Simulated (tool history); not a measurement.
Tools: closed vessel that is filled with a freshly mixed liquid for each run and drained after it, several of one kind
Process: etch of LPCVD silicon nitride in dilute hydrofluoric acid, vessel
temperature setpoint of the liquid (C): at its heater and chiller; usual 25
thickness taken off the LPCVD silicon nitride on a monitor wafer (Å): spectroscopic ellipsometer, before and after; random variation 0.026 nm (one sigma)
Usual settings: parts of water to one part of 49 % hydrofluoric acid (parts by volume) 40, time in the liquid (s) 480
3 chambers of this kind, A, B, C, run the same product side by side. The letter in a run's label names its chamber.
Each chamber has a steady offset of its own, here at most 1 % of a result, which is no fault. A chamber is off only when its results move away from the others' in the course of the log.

run,day,temperature setpoint of the liquid (C),parts of water to one part of 49 % hydrofluoric acid (parts by volume),time in the liquid (s),"read-back film thickness of the LPCVD silicon nitride reference wafer, read on the same gauge (nm)",thickness taken off the LPCVD silicon nitride on a monitor wafer (Å)
1A,0.154,25,40,480,100.01,58.793
2B,0.358,25,40,480,100.01,58.402
3C,0.571,25,40,480,99.955,59.058
4C,0.779,25,40,480,99.991,58.74
5A,0.904,25,40,480,100.03,59.121
6B,1.008,25,40,480,100.02,58.821
# day 1.012: chamber A: thermometer replaced
7A,1.142,25,40,480,99.993,58.953
8B,1.333,22,60,480,99.96,32.172
9C,1.442,22,60,480,100.02,32.341
10A,1.608,22,60,480,100,32.073
11B,1.742,25,40,480,100.02,58.073
12C,1.925,25,40,480,99.994,58.365
13B,2.071,25,40,610,100.04,73.81
14C,2.179,25,40,610,99.972,73.017
15A,2.367,25,40,610,100.02,74.499
16C,2.571,25,40,480,100.02,56.686
17B,2.688,25,40,480,99.981,58.84
18A,2.808,25,40,480,100.01,58.824
19C,2.971,25,40,480,100,56.404
20A,3.125,25,40,480,100,59.027
21B,3.329,27,40,610,100.02,84.712

What goes on in this fleet: one chamber off, a drifting gauge, or nothing beyond the chambers' own small offsets? Name the chamber and the cause, if any.

Chamber C drifts away from the others.
Cause: hydrofluoric acid flow below the setpoint (%) = 6.21.
The log may not tell that from: liquid colder than its thermometer reads (K).

Here are 4 candidates for chamber C's next run, each the usual settings with a change, their results left as question marks. Which one brings its results back in line with what the others give on the usual settings?
In line means no further than this from the other chambers' mean on the usual settings: thickness taken off the LPCVD silicon nitride on a monitor wafer (Å) 0.91
22C-1,3.483,25,40,505,,?
22C-2,3.483,24.5,40,455,,?
22C-3,3.483,25,40,455,,?
22C-4,3.483,25.5,40,510,,?

The other chambers' mean on the usual settings: thickness taken off the LPCVD silicon nitride on a monitor wafer (Å) 58.634
run,thickness taken off the LPCVD silicon nitride on a monitor wafer (Å)
22C-1,58.258
22C-2,50.787
22C-3,52.49
22C-4,60.8
22C-1 brings the chamber back in line.
